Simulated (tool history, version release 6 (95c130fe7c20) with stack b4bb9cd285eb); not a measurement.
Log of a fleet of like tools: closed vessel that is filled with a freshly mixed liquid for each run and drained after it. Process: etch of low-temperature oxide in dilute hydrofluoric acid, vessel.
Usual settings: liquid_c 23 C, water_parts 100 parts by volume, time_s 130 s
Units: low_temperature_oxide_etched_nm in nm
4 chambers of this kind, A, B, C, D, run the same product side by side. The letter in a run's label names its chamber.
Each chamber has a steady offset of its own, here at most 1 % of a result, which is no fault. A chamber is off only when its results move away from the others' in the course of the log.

run	day	liquid_c	water_parts	time_s	read-back film thickness of the low-temperature oxide reference wafer, read on the same gauge (nm)	low_temperature_oxide_etched_nm
1A	0.108	23	100	130	30.008	16.793
2D	0.212	23	100	130	29.929	16.898
3B	0.333	23	100	130	29.963	16.83
4C	0.438	23	100	130	30.031	17.197
5B	0.588	23	100	130	30.045	17.031
6A	0.688	23	100	130	30.02	16.703
7C	0.825	23	100	130	30.064	16.781
8D	0.988	23	100	130	29.985	16.948
9B	1.142	23	100	130	30.031	16.9
10D	1.354	23	100	130	29.968	16.889
11C	1.517	23	100	130	29.991	16.94
12A	1.692	23	100	130	29.978	17.06
# day 1.788: chamber B: hydrofluoric acid flow meter replaced
13A	1.875	23	100	130	29.994	16.761
14C	2.033	23	100	130	29.947	16.746
15D	2.142	21	50	130	29.958	33.306
16B	2.296	21	50	130	30.006	32.777
17B	2.433	21	50	130	30.005	32.813
18C	2.608	21	50	130	29.954	33.007
19D	2.754	23	100	130	29.99	17.089
20A	2.95	23	100	130	29.981	17.218
21B	3.121	23	100	130	30.004	17.093
22C	3.296	23	100	130	30.003	17.034
23D	3.471	23	100	130	29.982	16.767
24A	3.596	23	100	130	30.02	16.817
25B	3.729	23	100	130	30.001	17.373
26C	3.929	23	100	130	30.015	17.026
27D	4.133	23	100	130	30.009	16.813
28A	4.35	23	100	130	29.96	16.777
29A	4.508	23	100	130	30.002	17.085
30C	4.679	23	100	130	29.933	17.109
31D	4.833	23	100	130	29.962	16.871
32B	4.946	23	100	130	29.971	17.957
33C	5.133	23	100	130	30.002	17.135
34B	5.267	23	100	130	29.958	17.57
35A	5.479	23	100	130	30.017	16.67
36D	5.583	23	100	130	29.99	16.871
37B	5.725	23	100	130	29.963	17.772
38C	5.858	23	100	130	29.991	16.877

What goes on in this fleet: one chamber off, a drifting gauge, or nothing beyond the chambers' own small offsets? Name the chamber and the cause, if any.

Chamber B drifts away from the others.
Cause: liquid hotter than its thermometer reads (K) = 1.53.
The log may not tell that from: hydrofluoric acid flow above the setpoint (%).

Here are 4 candidates for chamber B's next run, each the usual settings with a change, their results left as question marks. Which one brings its results back in line with what the others give on the usual settings?
In line means no further than this from the other chambers' mean on the usual settings: low_temperature_oxide_etched_nm 0.53 nm
39B-1	6.017	23	95	140		?
39B-2	6.017	24.5	100	130		?
39B-3	6.017	22.5	110	130		?
39B-4	6.017	21.5	100	130		?

The other chambers' mean on the usual settings: low_temperature_oxide_etched_nm 16.913 nm
run	low_temperature_oxide_etched_nm
39B-1	20.497
39B-2	19.067
39B-3	15.868
39B-4	16.953
39B-4 brings the chamber back in line.
